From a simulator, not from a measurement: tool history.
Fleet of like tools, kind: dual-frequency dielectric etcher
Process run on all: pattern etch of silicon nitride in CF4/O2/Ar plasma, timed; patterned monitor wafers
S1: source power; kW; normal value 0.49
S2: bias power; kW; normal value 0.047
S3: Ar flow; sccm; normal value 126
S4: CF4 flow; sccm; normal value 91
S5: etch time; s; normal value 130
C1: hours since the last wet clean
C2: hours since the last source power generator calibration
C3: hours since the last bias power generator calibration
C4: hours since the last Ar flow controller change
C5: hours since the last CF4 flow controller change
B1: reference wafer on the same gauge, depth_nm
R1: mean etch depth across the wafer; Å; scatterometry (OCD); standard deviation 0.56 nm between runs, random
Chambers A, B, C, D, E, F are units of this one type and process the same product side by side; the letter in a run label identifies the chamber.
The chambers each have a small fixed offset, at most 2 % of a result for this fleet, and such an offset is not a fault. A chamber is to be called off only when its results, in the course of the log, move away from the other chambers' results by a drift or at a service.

run 1D hour=10.1 | S1=0.49 S2=0.047 S3=126 S4=91 S5=130 | C1=643.8 C2=903.2 C3=2675.5 C4=2492.4 C5=1164.2 | B1=201.97 | R1=2258.3
run 2A hour=19.1 | S1=0.49 S2=0.047 S3=126 S4=91 S5=130 | C1=22.5 C2=798.2 C3=163.1 C4=5318.7 C5=4236.9 | B1=202.06 | R1=2261.1
run 3F hour=30.2 | S1=0.49 S2=0.047 S3=126 S4=91 S5=130 | C1=301.7 C2=4404.2 C3=1977.3 C4=1002.9 C5=4228.9 | B1=201.81 | R1=2282.8
run 4E hour=38.2 | S1=0.49 S2=0.047 S3=126 S4=91 S5=130 | C1=468.2 C2=325.4 C3=3096.9 C4=115.5 C5=3056.3 | B1=202.04 | R1=2277.1
run 5B hour=48.4 | S1=0.49 S2=0.047 S3=126 S4=91 S5=130 | C1=176.9 C2=2939.6 C3=2605.2 C4=4737.4 C5=352.3 | B1=201.92 | R1=2265.5
-- hour=54.4 chamber E: wet clean of the chamber
run 6C hour=55.7 | S1=0.49 S2=0.047 S3=126 S4=91 S5=130 | C1=375 C2=1316.7 C3=561.5 C4=1463.6 C5=166.4 | B1=201.99 | R1=2234.8
run 7B hour=63.8 | S1=0.49 S2=0.058 S3=126 S4=91 S5=130 | C1=192.3 C2=2955 C3=2620.6 C4=4752.8 C5=367.7 | B1=202.04 | R1=2454.5
-- hour=67.9 chamber D: wet clean of the chamber
run 8A hour=70.6 | S1=0.49 S2=0.058 S3=126 S4=91 S5=130 | C1=74 C2=849.7 C3=214.6 C4=5370.2 C5=4288.4 | B1=202.11 | R1=2463.2
run 9D hour=79.5 | S1=0.49 S2=0.058 S3=126 S4=91 S5=130 | C1=11.7 C2=972.6 C3=2744.9 C4=2561.8 C5=1233.6 | B1=202.02 | R1=2467.2
-- hour=84.1 chamber D: bias power generator calibrated
run 10E hour=89.6 | S1=0.49 S2=0.058 S3=126 S4=91 S5=130 | C1=35.3 C2=376.8 C3=3148.3 C4=166.9 C5=3107.7 | B1=202 | R1=2480.6
-- hour=91.4 chamber A: CF4 flow controller replaced
-- hour=96.7 chamber B: Ar flow controller replaced
run 11F hour=99.4 | S1=0.49 S2=0.058 S3=126 S4=91 S5=130 | C1=370.9 C2=4473.4 C3=2046.5 C4=1072.1 C5=4298.1 | B1=202.1 | R1=2478.8
run 12C hour=108.6 | S1=0.49 S2=0.058 S3=126 S4=91 S5=130 | C1=427.9 C2=1369.6 C3=614.4 C4=1516.5 C5=219.3 | B1=201.96 | R1=2427.1
run 13F hour=117.2 | S1=0.49 S2=0.047 S3=126 S4=91 S5=130 | C1=388.7 C2=4491.2 C3=2064.3 C4=1089.9 C5=4315.9 | B1=201.95 | R1=2275.3
run 14A hour=126.4 | S1=0.49 S2=0.047 S3=126 S4=91 S5=130 | C1=129.8 C2=905.5 C3=270.4 C4=5426 C5=35.1 | B1=201.88 | R1=2270.6
-- hour=130.6 chamber F: source power generator calibrated
run 15E hour=133.5 | S1=0.49 S2=0.047 S3=126 S4=91 S5=130 | C1=79.2 C2=420.7 C3=3192.2 C4=210.8 C5=3151.6 | B1=201.86 | R1=2285
run 16D hour=140.1 | S1=0.49 S2=0.047 S3=126 S4=91 S5=130 | C1=72.3 C2=1033.2 C3=56.1 C4=2622.4 C5=1294.2 | B1=202.1 | R1=2262.2
run 17B hour=145.4 | S1=0.49 S2=0.047 S3=126 S4=91 S5=130 | C1=273.9 C2=3036.6 C3=2702.2 C4=48.7 C5=449.3 | B1=202.12 | R1=2270.7
run 18C hour=150.7 | S1=0.49 S2=0.047 S3=126 S4=91 S5=130 | C1=470 C2=1411.7 C3=656.5 C4=1558.6 C5=261.4 | B1=202.03 | R1=2225.1
run 19B hour=157.8 | S1=0.49 S2=0.047 S3=126 S4=91 S5=130 | C1=286.3 C2=3049 C3=2714.6 C4=61.1 C5=461.7 | B1=202 | R1=2263.9
run 20F hour=166.9 | S1=0.49 S2=0.047 S3=126 S4=91 S5=130 | C1=438.4 C2=36.3 C3=2114 C4=1139.6 C5=4365.6 | B1=201.96 | R1=2332
run 21E hour=176.7 | S1=0.49 S2=0.047 S3=126 S4=91 S5=130 | C1=122.4 C2=463.9 C3=3235.4 C4=254 C5=3194.8 | B1=201.97 | R1=2292.2
run 22A hour=182.9 | S1=0.49 S2=0.047 S3=126 S4=91 S5=130 | C1=186.3 C2=962 C3=326.9 C4=5482.5 C5=91.6 | B1=202.04 | R1=2274.8
run 23D hour=190.9 | S1=0.49 S2=0.047 S3=126 S4=91 S5=130 | C1=123.1 C2=1084 C3=106.9 C4=2673.2 C5=1345 | B1=202.04 | R1=2265.7
run 24C hour=198.7 | S1=0.45 S2=0.047 S3=126 S4=72 S5=130 | C1=518 C2=1459.7 C3=704.5 C4=1606.6 C5=309.4 | B1=201.97 | R1=2002.7
-- hour=201 chamber F: wet clean of the chamber
run 25C hour=203.9 | S1=0.45 S2=0.047 S3=126 S4=72 S5=130 | C1=523.2 C2=1464.9 C3=709.7 C4=1611.8 C5=314.6 | B1=201.99 | R1=2001.7
run 26B hour=212.3 | S1=0.45 S2=0.047 S3=126 S4=72 S5=130 | C1=340.8 C2=3103.5 C3=2769.1 C4=115.6 C5=516.2 | B1=202.12 | R1=2032.5
run 27E hour=217.9 | S1=0.45 S2=0.047 S3=126 S4=72 S5=130 | C1=163.6 C2=505.1 C3=3276.6 C4=295.2 C5=3236 | B1=202.04 | R1=2055.4
run 28D hour=228.4 | S1=0.45 S2=0.047 S3=126 S4=72 S5=130 | C1=160.6 C2=1121.5 C3=144.4 C4=2710.7 C5=1382.5 | B1=201.94 | R1=2030.7
run 29A hour=235.4 | S1=0.45 S2=0.047 S3=126 S4=72 S5=130 | C1=238.8 C2=1014.5 C3=379.4 C4=5535 C5=144.1 | B1=201.94 | R1=2040.8
run 30F hour=244 | S1=0.49 S2=0.047 S3=126 S4=91 S5=130 | C1=43 C2=113.4 C3=2191.1 C4=1216.7 C5=4442.7 | B1=202.04 | R1=2343.4
run 31A hour=249.7 | S1=0.49 S2=0.047 S3=126 S4=91 S5=92 | C1=253.1 C2=1028.8 C3=393.7 C4=5549.3 C5=158.4 | B1=201.98 | R1=1607.6
run 32D hour=259.8 | S1=0.49 S2=0.047 S3=126 S4=91 S5=92 | C1=192 C2=1152.9 C3=175.8 C4=2742.1 C5=1413.9 | B1=201.93 | R1=1600.9
run 33E hour=267.7 | S1=0.49 S2=0.047 S3=126 S4=91 S5=92 | C1=213.4 C2=554.9 C3=3326.4 C4=345 C5=3285.8 | B1=202.02 | R1=1611.7
run 34F hour=277.6 | S1=0.49 S2=0.047 S3=126 S4=91 S5=92 | C1=76.6 C2=147 C3=2224.7 C4=1250.3 C5=4476.3 | B1=201.96 | R1=1658.3
run 35B hour=287.6 | S1=0.49 S2=0.047 S3=126 S4=91 S5=92 | C1=416.1 C2=3178.8 C3=2844.4 C4=190.9 C5=591.5 | B1=202.07 | R1=1602.4
run 36C hour=298.6 | S1=0.49 S2=0.047 S3=126 S4=91 S5=92 | C1=617.9 C2=1559.6 C3=804.4 C4=1706.5 C5=409.3 | B1=201.98 | R1=1579.4
run 37D hour=308 | S1=0.59 S2=0.047 S3=142 S4=91 S5=130 | C1=240.2 C2=1201.1 C3=224 C4=2790.3 C5=1462.1 | B1=202 | R1=2611.8
run 38B hour=318.3 | S1=0.59 S2=0.047 S3=142 S4=91 S5=130 | C1=446.8 C2=3209.5 C3=2875.1 C4=221.6 C5=622.2 | B1=201.97 | R1=2607.4
run 39F hour=325.3 | S1=0.59 S2=0.047 S3=142 S4=91 S5=130 | C1=124.3 C2=194.7 C3=2272.4 C4=1298 C5=4524 | B1=201.93 | R1=2713
run 40E hour=336.2 | S1=0.59 S2=0.047 S3=142 S4=91 S5=130 | C1=281.9 C2=623.4 C3=3394.9 C4=413.5 C5=3354.3 | B1=201.97 | R1=2635.1
run 41A hour=342.9 | S1=0.59 S2=0.047 S3=142 S4=91 S5=130 | C1=346.3 C2=1122 C3=486.9 C4=5642.5 C5=251.6 | B1=201.9 | R1=2621.3
run 42C hour=351.3 | S1=0.59 S2=0.047 S3=142 S4=91 S5=130 | C1=670.6 C2=1612.3 C3=857.1 C4=1759.2 C5=462 | B1=202.19 | R1=2582.7

Next, all 6 chambers run the settings below, one line each with question marks for the results. What does each chamber give?
run 43A hour=359.3 | S1=0.49 S2=0.047 S3=126 S4=91 S5=130 | R1=?
run 43B hour=359.3 | S1=0.49 S2=0.047 S3=126 S4=91 S5=130 | R1=?
run 43C hour=359.3 | S1=0.49 S2=0.047 S3=126 S4=91 S5=130 | R1=?
run 43D hour=359.3 | S1=0.49 S2=0.047 S3=126 S4=91 S5=130 | R1=?
run 43E hour=359.3 | S1=0.49 S2=0.047 S3=126 S4=91 S5=130 | R1=?
run 43F hour=359.3 | S1=0.49 S2=0.047 S3=126 S4=91 S5=130 | R1=?

run=43A R1=2279.3
run=43B R1=2263.1
run=43C R1=2233.4
run=43D R1=2257.2
run=43E R1=2283.8
run=43F R1=2337.7

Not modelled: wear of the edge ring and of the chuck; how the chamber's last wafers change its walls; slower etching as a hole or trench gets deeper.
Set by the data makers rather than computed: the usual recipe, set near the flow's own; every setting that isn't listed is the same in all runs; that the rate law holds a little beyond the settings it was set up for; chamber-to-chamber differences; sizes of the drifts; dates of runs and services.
